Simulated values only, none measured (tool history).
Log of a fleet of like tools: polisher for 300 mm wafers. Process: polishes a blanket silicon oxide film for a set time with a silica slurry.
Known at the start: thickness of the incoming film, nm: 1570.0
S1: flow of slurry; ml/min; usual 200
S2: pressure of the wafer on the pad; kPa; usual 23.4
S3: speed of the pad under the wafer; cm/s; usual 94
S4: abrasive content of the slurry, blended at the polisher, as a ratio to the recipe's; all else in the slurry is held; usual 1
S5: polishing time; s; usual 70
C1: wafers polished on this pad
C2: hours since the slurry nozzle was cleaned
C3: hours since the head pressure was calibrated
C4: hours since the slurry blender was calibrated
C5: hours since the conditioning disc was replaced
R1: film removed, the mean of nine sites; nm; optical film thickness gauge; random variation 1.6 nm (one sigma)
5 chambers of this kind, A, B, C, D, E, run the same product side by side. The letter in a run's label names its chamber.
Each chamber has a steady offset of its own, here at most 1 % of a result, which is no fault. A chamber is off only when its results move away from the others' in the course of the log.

Run 1E, hour 3.5: usual settings; C1 249; C2 243.3; C3 21.9; C4 369.6; C5 14.8. Result: R1 190.59 nm.
At hour 6: chamber B: slurry blender recalibrated.
Run 2D, hour 6.6: usual settings; C1 129; C2 202.8; C3 630.6; C4 49.1; C5 97.2. Result: R1 185.82 nm.
Run 3C, hour 11.9: usual settings; C1 116; C2 80.4; C3 645.8; C4 419.6; C5 247.9. Result: R1 185.04 nm.
Run 4B, hour 15.6: usual settings; C1 687; C2 216.2; C3 245; C4 9.7; C5 111.5. Result: R1 187.86 nm.
Run 5A, hour 18.4: usual settings but S1 160 ml/min; C1 884; C2 378.2; C3 578.3; C4 139.7; C5 332.7. Result: R1 181.21 nm.
Run 6C, hour 22.7: usual settings but S1 160 ml/min; C1 183; C2 91.2; C3 656.6; C4 430.4; C5 258.7. Result: R1 181.16 nm.
Run 7D, hour 26.8: usual settings but S1 160 ml/min; C1 254; C2 223; C3 650.8; C4 69.3; C5 117.4. Result: R1 180.39 nm.
Run 8B, hour 32.9: usual settings but S1 160 ml/min; C1 794; C2 233.5; C3 262.3; C4 27; C5 128.8. Result: R1 180.65 nm.
Run 9A, hour 38.2: usual settings but S1 160 ml/min; C1 1007; C2 398; C3 598.1; C4 159.5; C5 352.5. Result: R1 179.38 nm.
At hour 38.9: chamber B: worn pad replaced by a new one.
Run 10E, hour 41.5: usual settings; C1 485; C2 281.3; C3 59.9; C4 407.6; C5 52.8. Result: R1 187.61 nm.
At hour 41.9: chamber A: worn pad replaced by a new one.
Run 11C, hour 45.2: usual settings; C1 322; C2 113.7; C3 679.1; C4 452.9; C5 281.2. Result: R1 186.49 nm.
Run 12E, hour 51.6: usual settings but S3 118 cm/s; C1 548; C2 291.4; C3 70; C4 417.7; C5 62.9. Result: R1 224.7 nm.
Run 13D, hour 54.5: usual settings but S3 118 cm/s; C1 426; C2 250.7; C3 678.5; C4 97; C5 145.1. Result: R1 222.19 nm.
Run 14B, hour 59.2: usual settings but S3 118 cm/s; C1 126; C2 259.8; C3 288.6; C4 53.3; C5 155.1. Result: R1 224.64 nm.
Run 15A, hour 63.8: usual settings but S3 118 cm/s; C1 135; C2 423.6; C3 623.7; C4 185.1; C5 378.1. Result: R1 226.15 nm.
Run 16A, hour 68.6: usual settings but S3 118 cm/s; C1 165; C2 428.4; C3 628.5; C4 189.9; C5 382.9. Result: R1 227.01 nm.
Run 17B, hour 71.6: usual settings; C1 203; C2 272.2; C3 301; C4 65.7; C5 167.5. Result: R1 186.49 nm.
Run 18E, hour 74.8: usual settings; C1 692; C2 314.6; C3 93.2; C4 440.9; C5 86.1. Result: R1 186.51 nm.
Run 19D, hour 80.5: usual settings; C1 587; C2 276.7; C3 704.5; C4 123; C5 171.1. Result: R1 184.91 nm.
At hour 84.9: chamber A: slurry blender recalibrated.
Run 20C, hour 86.7: usual settings; C1 580; C2 155.2; C3 720.6; C4 494.4; C5 322.7. Result: R1 184.17 nm.
Run 21D, hour 90.5: usual settings; C1 649; C2 286.7; C3 714.5; C4 133; C5 181.1. Result: R1 189.46 nm.
Run 22C, hour 95.7: usual settings; C1 636; C2 164.2; C3 729.6; C4 503.4; C5 331.7. Result: R1 188.13 nm.
Run 23B, hour 99.7: usual settings; C1 377; C2 300.3; C3 329.1; C4 93.8; C5 195.6. Result: R1 187.67 nm.
At hour 101.6: chamber C: head pressure recalibrated.
Run 24A, hour 104.7: usual settings; C1 389; C2 464.5; C3 664.6; C4 19.8; C5 419. Result: R1 184.65 nm.
Run 25E, hour 109.5: usual settings but S4 1.2; C1 907; C2 349.3; C3 127.9; C4 475.6; C5 120.8. Result: R1 202.26 nm.
Run 26C, hour 114: usual settings but S4 1.2; C1 749; C2 182.5; C3 12.5; C4 521.7; C5 350. Result: R1 185.01 nm.
At hour 115.2: chamber A: head pressure recalibrated.
Run 27E, hour 118.2: usual settings but S4 1.2; C1 961; C2 358; C3 136.6; C4 484.3; C5 129.5. Result: R1 200.44 nm.
At hour 118.9: chamber C: slurry blender recalibrated.
Run 28B, hour 124.3: usual settings but S4 1.2; C1 530; C2 324.9; C3 353.7; C4 118.4; C5 220.2. Result: R1 202.78 nm.
Run 29A, hour 130.6: usual settings but S4 1.2; C1 550; C2 490.4; C3 15.5; C4 45.7; C5 444.9. Result: R1 202.83 nm.
Run 30D, hour 135.7: usual settings; C1 930; C2 331.9; C3 759.7; C4 178.2; C5 226.3. Result: R1 182.68 nm.
At hour 136.5: chamber D: head pressure recalibrated.
Run 31B, hour 139.6: usual settings; C1 625; C2 340.2; C3 369; C4 133.7; C5 235.5. Result: R1 187.93 nm.
At hour 144.9: chamber E: worn pad replaced by a new one.
Run 32A, hour 144.9: usual settings; C1 639; C2 504.7; C3 29.8; C4 60; C5 459.2. Result: R1 186.65 nm.
At hour 149.4: chamber E: slurry blender recalibrated.
Run 33E, hour 149.9: usual settings; C1 31; C2 389.7; C3 168.3; C4 0.5; C5 161.2. Result: R1 188.94 nm.
Run 34C, hour 154.4: usual settings; C1 1000; C2 222.9; C3 52.9; C4 35.6; C5 390.4. Result: R1 170.74 nm.
Run 35D, hour 157.4: usual settings; C1 1065; C2 353.6; C3 20.9; C4 199.9; C5 248. Result: R1 187.18 nm.

What goes on in this fleet: one chamber off, a drifting gauge, or nothing beyond the chambers' own small offsets? Name the chamber and the cause, if any.

A service left chamber C off against the others.
Cause: head's pressure below its setpoint, % = 7.88.

Here are 4 candidates for chamber C's next run, each the usual settings with a change, their results left as question marks. Which one brings its results back in line with what the others give on the usual settings?
In line means no further than this from the other chambers' mean on the usual settings: R1 5.6 nm
Run 36C-1, hour 161.9: usual settings but S5 64 s. Result: R1 ?.
Run 36C-2, hour 161.9: usual settings but S2 24.1 kPa, S3 96 cm/s, S5 73 s. Result: R1 ?.
Run 36C-3, hour 161.9: usual settings but S2 22.8 kPa, S5 69 s. Result: R1 ?.
Run 36C-4, hour 161.9: usual settings but S2 24.1 kPa. Result: R1 ?.

The other chambers' mean on the usual settings: R1 186.7 nm
  run      R1
36C-1  156.24
36C-2  186.57
36C-3  163.45
36C-4  175.94
36C-2 brings the chamber back in line.

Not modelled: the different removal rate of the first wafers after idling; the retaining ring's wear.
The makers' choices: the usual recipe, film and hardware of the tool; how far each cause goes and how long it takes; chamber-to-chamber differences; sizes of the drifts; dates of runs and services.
